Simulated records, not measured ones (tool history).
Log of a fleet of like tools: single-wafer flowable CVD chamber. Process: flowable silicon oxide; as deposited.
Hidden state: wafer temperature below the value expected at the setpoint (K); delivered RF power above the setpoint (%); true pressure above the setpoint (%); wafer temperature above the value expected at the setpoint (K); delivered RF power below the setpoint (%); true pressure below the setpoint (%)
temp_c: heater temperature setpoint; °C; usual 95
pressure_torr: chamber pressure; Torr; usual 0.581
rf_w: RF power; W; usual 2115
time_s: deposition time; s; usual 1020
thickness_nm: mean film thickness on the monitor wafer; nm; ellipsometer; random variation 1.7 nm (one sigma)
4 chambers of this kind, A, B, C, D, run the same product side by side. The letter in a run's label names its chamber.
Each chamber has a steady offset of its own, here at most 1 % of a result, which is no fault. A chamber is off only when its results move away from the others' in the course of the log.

run	day	temp_c	pressure_torr	rf_w	time_s	hours since the last thermocouple change	hours since the last RF generator calibration	hours since the last manometer calibration	read-back reference wafer on the same gauge, thickness_nm	thickness_nm
1C	0.342	95	0.581	2115	1020	53.8	14.3	263.7	553.57	474.85
2B	0.679	95	0.581	2115	1020	104.3	671.0	1126.8	552.87	480.95
3A	1.012	95	0.581	2115	1020	1137.4	481.1	82.6	553.00	477.57
4D	1.442	95	0.581	2115	1020	1590.3	994.2	911.0	553.42	478.56
5A	1.929	95	0.581	2115	1020	1159.4	503.1	104.6	552.83	477.41
6C	2.338	95	0.581	2115	1020	101.7	62.2	311.6	553.00	475.73
# day 2.404: chamber D: capacitance manometer re-zeroed and calibrated
7B	2.633	95	0.581	2115	1020	151.2	717.9	1173.7	552.81	479.81
8D	2.929	95	0.581	2115	1020	1626.0	1029.9	12.6	553.06	478.42
9B	3.246	95	0.581	2115	1020	165.9	732.6	1188.4	553.22	477.53
10A	3.692	95	0.581	2115	1020	1201.7	545.4	146.9	553.25	480.44
11D	3.988	95	0.581	2115	1020	1651.4	1055.3	38.0	553.09	478.97
12C	4.496	95	0.581	2115	1020	153.5	114.0	363.4	553.06	474.25
13D	4.962	95	0.581	2115	1020	1674.8	1078.7	61.4	552.93	480.95
14C	5.221	95	0.581	2115	1020	170.9	131.4	380.8	552.89	476.18
15A	5.579	95	0.581	2115	1020	1247.0	590.7	192.2	553.35	480.11
16B	5.933	95	0.581	2115	1020	230.4	797.1	1252.9	553.49	480.48
17C	6.388	95	0.581	2115	1020	198.9	159.4	408.8	553.27	476.78
18D	6.688	95	0.581	2115	1020	1716.2	1120.1	102.8	553.36	476.72
19B	7.104	95	0.524	2450	1020	258.5	825.2	1281.0	553.21	422.42
20A	7.421	95	0.524	2450	1020	1291.2	634.9	236.4	553.31	424.03
21B	7.683	95	0.524	2450	1020	272.4	839.1	1294.9	552.96	422.36
22C	8.121	95	0.524	2450	1020	240.5	201.0	450.4	553.15	420.53
23A	8.642	95	0.581	2115	1020	1320.5	664.2	265.7	553.11	478.78
24D	8.983	95	0.581	2115	1020	1771.3	1175.2	157.9	552.97	479.03
25C	9.367	82	0.581	2115	910	270.4	230.9	480.3	552.79	637.32
26B	9.650	82	0.581	2115	910	319.6	886.3	1342.1	552.65	646.81
27A	9.938	82	0.581	2115	910	1351.6	695.3	296.8	552.77	642.49
28D	10.308	82	0.581	2115	910	1803.1	1207.0	189.7	552.76	637.97
29A	10.675	95	0.581	2115	1190	1369.3	713.0	314.5	552.57	554.11
30D	11.033	95	0.581	2115	1190	1820.5	1224.4	207.1	552.95	558.20
31C	11.404	95	0.581	2115	1190	319.3	279.8	529.2	552.71	553.74
32B	11.683	95	0.581	2115	1190	368.4	935.1	1390.9	553.08	560.07

Is one chamber off against the others, does the gauge drift, or is nothing wrong? If a chamber is off, say which, and what the likeliest cause is.

No chamber stands off beyond its own small offset, and the gauge holds steady.
